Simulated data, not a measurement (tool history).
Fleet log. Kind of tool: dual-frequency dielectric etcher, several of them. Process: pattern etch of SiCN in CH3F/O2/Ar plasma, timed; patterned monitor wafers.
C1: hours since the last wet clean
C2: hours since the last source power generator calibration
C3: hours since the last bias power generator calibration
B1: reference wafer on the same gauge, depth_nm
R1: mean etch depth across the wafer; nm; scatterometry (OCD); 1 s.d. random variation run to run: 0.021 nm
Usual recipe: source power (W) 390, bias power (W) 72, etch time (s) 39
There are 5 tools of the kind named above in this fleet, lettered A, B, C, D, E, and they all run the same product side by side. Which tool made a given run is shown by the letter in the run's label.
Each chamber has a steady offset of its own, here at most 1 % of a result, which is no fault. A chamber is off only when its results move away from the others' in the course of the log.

run 1D day=0.204 | source_power_(W)=390 bias_power_(W)=72 etch_time_(s)=39 | C1=328.8 C2=2057.4 C3=92 | B1=15.797 | R1=14.498
run 2A day=0.525 | source_power_(W)=390 bias_power_(W)=72 etch_time_(s)=39 | C1=331.9 C2=2505.9 C3=1117.9 | B1=15.792 | R1=14.423
run 3E day=0.771 | source_power_(W)=390 bias_power_(W)=72 etch_time_(s)=39 | C1=161.9 C2=3122.6 C3=653.5 | B1=15.791 | R1=14.374
run 4C day=1 | source_power_(W)=390 bias_power_(W)=72 etch_time_(s)=39 | C1=318.2 C2=1298 C3=2582 | B1=15.791 | R1=14.562
run 5B day=1.3 | source_power_(W)=390 bias_power_(W)=72 etch_time_(s)=39 | C1=88.2 C2=164.9 C3=1136.7 | B1=15.787 | R1=14.43
run 6C day=1.596 | source_power_(W)=390 bias_power_(W)=72 etch_time_(s)=39 | C1=332.5 C2=1312.3 C3=2596.3 | B1=15.781 | R1=14.549
run 7D day=1.775 | source_power_(W)=390 bias_power_(W)=72 etch_time_(s)=39 | C1=366.5 C2=2095.1 C3=129.7 | B1=15.784 | R1=14.498
run 8E day=1.958 | source_power_(W)=390 bias_power_(W)=72 etch_time_(s)=39 | C1=190.4 C2=3151.1 C3=682 | B1=15.778 | R1=14.44
run 9A day=2.212 | source_power_(W)=390 bias_power_(W)=72 etch_time_(s)=39 | C1=372.4 C2=2546.4 C3=1158.4 | B1=15.772 | R1=14.424
run 10B day=2.533 | source_power_(W)=390 bias_power_(W)=72 etch_time_(s)=39 | C1=117.8 C2=194.5 C3=1166.3 | B1=15.772 | R1=14.376
run 11A day=2.854 | source_power_(W)=390 bias_power_(W)=72 etch_time_(s)=39 | C1=387.8 C2=2561.8 C3=1173.8 | B1=15.766 | R1=14.454
run 12B day=3.054 | source_power_(W)=390 bias_power_(W)=72 etch_time_(s)=39 | C1=130.3 C2=207 C3=1178.8 | B1=15.765 | R1=14.391
run 13C day=3.3 | source_power_(W)=390 bias_power_(W)=72 etch_time_(s)=39 | C1=373.4 C2=1353.2 C3=2637.2 | B1=15.761 | R1=14.552
run 14E day=3.462 | source_power_(W)=390 bias_power_(W)=72 etch_time_(s)=39 | C1=226.5 C2=3187.2 C3=718.1 | B1=15.764 | R1=14.421
run 15D day=3.717 | source_power_(W)=390 bias_power_(W)=72 etch_time_(s)=39 | C1=413.1 C2=2141.7 C3=176.3 | B1=15.753 | R1=14.462
run 16C day=3.908 | source_power_(W)=390 bias_power_(W)=72 etch_time_(s)=39 | C1=388 C2=1367.8 C3=2651.8 | B1=15.754 | R1=14.562
-- day=4.046 chamber C: wet clean of the chamber
run 17E day=4.133 | source_power_(W)=390 bias_power_(W)=72 etch_time_(s)=39 | C1=242.6 C2=3203.3 C3=734.2 | B1=15.75 | R1=14.391
run 18B day=4.346 | source_power_(W)=390 bias_power_(W)=72 etch_time_(s)=39 | C1=161.3 C2=238 C3=1209.8 | B1=15.749 | R1=14.396
run 19A day=4.608 | source_power_(W)=390 bias_power_(W)=72 etch_time_(s)=39 | C1=429.9 C2=2603.9 C3=1215.9 | B1=15.747 | R1=14.369
-- day=4.675 chamber C: bias power generator calibrated
run 20D day=4.833 | source_power_(W)=390 bias_power_(W)=72 etch_time_(s)=39 | C1=439.9 C2=2168.5 C3=203.1 | B1=15.744 | R1=14.473
run 21C day=5.067 | source_power_(W)=390 bias_power_(W)=72 etch_time_(s)=39 | C1=24.6 C2=1395.6 C3=9.4 | B1=15.735 | R1=14.527
run 22D day=5.35 | source_power_(W)=390 bias_power_(W)=72 etch_time_(s)=39 | C1=452.3 C2=2180.9 C3=215.5 | B1=15.731 | R1=14.43
run 23E day=5.633 | source_power_(W)=390 bias_power_(W)=72 etch_time_(s)=39 | C1=278.6 C2=3239.3 C3=770.2 | B1=15.73 | R1=14.376
run 24B day=5.842 | source_power_(W)=390 bias_power_(W)=72 etch_time_(s)=39 | C1=197.2 C2=273.9 C3=1245.7 | B1=15.725 | R1=14.392
-- day=5.879 chamber D: wet clean of the chamber
run 25A day=6.079 | source_power_(W)=390 bias_power_(W)=72 etch_time_(s)=39 | C1=465.2 C2=2639.2 C3=1251.2 | B1=15.723 | R1=14.409
run 26A day=6.429 | source_power_(W)=390 bias_power_(W)=72 etch_time_(s)=39 | C1=473.6 C2=2647.6 C3=1259.6 | B1=15.726 | R1=14.379
run 27D day=6.658 | source_power_(W)=390 bias_power_(W)=72 etch_time_(s)=39 | C1=18.7 C2=2212.3 C3=246.9 | B1=15.716 | R1=14.408
run 28B day=6.975 | source_power_(W)=390 bias_power_(W)=72 etch_time_(s)=39 | C1=224.4 C2=301.1 C3=1272.9 | B1=15.716 | R1=14.34
run 29C day=7.196 | source_power_(W)=290 bias_power_(W)=66 etch_time_(s)=39 | C1=75.7 C2=1446.7 C3=60.5 | B1=15.713 | R1=12.564
run 30E day=7.508 | source_power_(W)=290 bias_power_(W)=66 etch_time_(s)=39 | C1=323.6 C2=3284.3 C3=815.2 | B1=15.707 | R1=12.417
run 31D day=7.679 | source_power_(W)=290 bias_power_(W)=66 etch_time_(s)=39 | C1=43.2 C2=2236.8 C3=271.4 | B1=15.716 | R1=12.462

Is one chamber off against the others, does the gauge drift, or is nothing wrong? If a chamber is off, say which, and what the likeliest cause is.

No chamber is off; the gauge reading every chamber's wafers drifts, which makes the whole fleet appear to move together.
Likeliest cause: gauge reads low (%) = 0.604.
